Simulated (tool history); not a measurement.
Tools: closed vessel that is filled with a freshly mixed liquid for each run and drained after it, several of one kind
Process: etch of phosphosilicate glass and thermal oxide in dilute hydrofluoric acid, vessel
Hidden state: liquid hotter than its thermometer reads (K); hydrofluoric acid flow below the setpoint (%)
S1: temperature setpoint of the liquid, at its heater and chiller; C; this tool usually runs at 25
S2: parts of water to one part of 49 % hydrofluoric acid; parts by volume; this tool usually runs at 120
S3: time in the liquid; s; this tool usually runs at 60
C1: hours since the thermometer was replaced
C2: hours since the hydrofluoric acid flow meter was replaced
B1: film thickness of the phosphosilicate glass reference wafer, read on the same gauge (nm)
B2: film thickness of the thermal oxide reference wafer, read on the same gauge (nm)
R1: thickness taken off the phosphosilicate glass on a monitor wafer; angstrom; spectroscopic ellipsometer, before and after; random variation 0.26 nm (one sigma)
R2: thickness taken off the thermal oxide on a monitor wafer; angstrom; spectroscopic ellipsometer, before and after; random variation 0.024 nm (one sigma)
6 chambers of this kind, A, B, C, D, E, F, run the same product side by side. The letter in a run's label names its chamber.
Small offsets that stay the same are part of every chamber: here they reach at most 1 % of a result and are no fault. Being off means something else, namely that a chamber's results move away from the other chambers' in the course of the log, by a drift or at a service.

| run | day | S1 | S2 | S3 | C1 | C2 | B1 | B2 | R1 | R2 |
|---|---|---|---|---|---|---|---|---|---|---|
| 1B | 0.379 | 25 | 120 | 60 | 390.5 | 350.3 | 129.98 | 59.995 | 308.09 | 25.04 |
|  | 0.575 | chamber E: hydrofluoric acid flow meter replaced |
| 2C | 0.75 | 25 | 120 | 60 | 1395.8 | 381.2 | 130.01 | 59.98 | 301.88 | 24.722 |
| 3F | 1.421 | 25 | 120 | 60 | 597.3 | 532.2 | 129.98 | 59.998 | 299.28 | 24.528 |
| 4D | 1.817 | 25 | 120 | 60 | 1907 | 702.5 | 129.96 | 59.976 | 300.7 | 23.982 |
| 5A | 2.354 | 25 | 120 | 60 | 2070 | 176.4 | 130 | 59.968 | 309.61 | 25.123 |
| 6E | 2.833 | 25 | 120 | 60 | 803.6 | 54.2 | 129.99 | 60.038 | 304.52 | 25.045 |
| 7E | 3.125 | 25 | 120 | 60 | 810.6 | 61.2 | 129.98 | 59.989 | 305.83 | 25.166 |
| 8C | 3.625 | 25 | 120 | 60 | 1464.8 | 450.2 | 130.01 | 59.964 | 305.33 | 24.785 |
| 9F | 4.062 | 25 | 120 | 60 | 660.7 | 595.6 | 130.01 | 59.98 | 299.98 | 24.69 |
|  | 4.612 | chamber F: thermometer replaced |
| 10D | 4.742 | 25 | 120 | 60 | 1977.2 | 772.7 | 130.01 | 60.005 | 305.51 | 24.064 |
| 11A | 5.383 | 25 | 120 | 60 | 2142.7 | 249.1 | 129.99 | 59.992 | 309.21 | 24.729 |
| 12B | 6.008 | 27 | 120 | 35 | 525.6 | 485.4 | 130.03 | 60.002 | 191.59 | 15.644 |
| 13D | 6.675 | 27 | 120 | 35 | 2023.6 | 819.1 | 130.03 | 60 | 192.98 | 15.584 |
| 14E | 7.154 | 27 | 120 | 35 | 907.3 | 157.9 | 130 | 60.008 | 192.92 | 15.73 |
|  | 7.379 | chamber A: thermometer replaced |
| 15C | 7.633 | 27 | 120 | 35 | 1561 | 546.4 | 129.98 | 59.979 | 192.59 | 15.505 |
| 16A | 8.188 | 27 | 120 | 35 | 19.4 | 316.4 | 130 | 60.011 | 194.87 | 15.375 |
| 17F | 8.721 | 27 | 120 | 35 | 98.7 | 707.4 | 130 | 59.966 | 194.47 | 15.377 |
| 18B | 9.371 | 23.5 | 70 | 60 | 606.3 | 566.1 | 130.05 | 60.04 | 523.31 | 41.426 |
| 19C | 9.858 | 23.5 | 70 | 60 | 1614.4 | 599.8 | 129.99 | 59.983 | 516.03 | 42.56 |
| 20B | 10.192 | 23.5 | 70 | 60 | 626 | 585.8 | 130.02 | 59.951 | 521.13 | 41.75 |
| 21F | 10.821 | 23.5 | 70 | 60 | 149.1 | 757.8 | 129.97 | 59.981 | 519.67 | 42.039 |
| 22A | 11.262 | 23.5 | 70 | 60 | 93.2 | 390.2 | 129.98 | 60.01 | 535.59 | 43.715 |
| 23E | 11.929 | 23.5 | 70 | 60 | 1021.9 | 272.5 | 129.99 | 59.98 | 527.55 | 42.798 |
| 24D | 12.558 | 25 | 80 | 85 | 2164.8 | 960.3 | 129.98 | 59.973 | 683.38 | 54.828 |
| 25C | 13.104 | 25 | 80 | 85 | 1692.3 | 677.7 | 129.94 | 60.007 | 679.07 | 55.809 |
| 26E | 13.658 | 25 | 80 | 85 | 1063.4 | 314 | 129.98 | 59.989 | 697.43 | 56.702 |
| 27B | 13.983 | 25 | 80 | 85 | 717 | 676.8 | 130.03 | 60.009 | 689 | 55.357 |
| 28A | 14.421 | 25 | 80 | 85 | 169 | 466 | 129.98 | 60.013 | 692.46 | 55.784 |
| 29D | 14.95 | 25 | 80 | 85 | 2222.2 | 1017.7 | 129.98 | 60.006 | 695.89 | 54.436 |
| 30F | 15.429 | 25 | 120 | 60 | 259.7 | 868.4 | 129.98 | 60.012 | 299.82 | 24.934 |
| 31A | 15.929 | 25 | 120 | 60 | 205.2 | 502.2 | 130 | 60.039 | 310.95 | 24.573 |
|  | 16.017 | chamber D: thermometer replaced |
| 32F | 16.508 | 25 | 120 | 60 | 285.6 | 894.3 | 130.02 | 60.029 | 303.4 | 24.479 |
| 33D | 17.142 | 25 | 120 | 60 | 27.1 | 1070.3 | 130.04 | 59.988 | 304.79 | 24.437 |
| 34C | 17.546 | 25 | 120 | 60 | 1798.9 | 784.3 | 130.02 | 60.018 | 303.45 | 24.761 |
|  | 17.821 | chamber E: hydrofluoric acid flow meter replaced |
| 35B | 17.912 | 25 | 120 | 60 | 811.3 | 771.1 | 129.98 | 60.03 | 306.77 | 24.627 |
| 36E | 18.546 | 23.5 | 85 | 60 | 1180.7 | 17.5 | 130.01 | 60.002 | 429.25 | 34.915 |
| 37A | 19.146 | 23.5 | 85 | 60 | 282.4 | 579.4 | 129.98 | 60.01 | 435.24 | 34.572 |
| 38F | 19.442 | 23.5 | 85 | 60 | 356 | 964.7 | 129.98 | 60.023 | 416.22 | 34.074 |

Has any chamber moved away from the others, gradually or after a service, or does the common gauge drift, or do the chambers differ only by their own small steady offsets? State the chamber and the most likely cause if one applies.

Neither any chamber nor the gauge drifts; the chambers differ only by their own small, steady offsets.

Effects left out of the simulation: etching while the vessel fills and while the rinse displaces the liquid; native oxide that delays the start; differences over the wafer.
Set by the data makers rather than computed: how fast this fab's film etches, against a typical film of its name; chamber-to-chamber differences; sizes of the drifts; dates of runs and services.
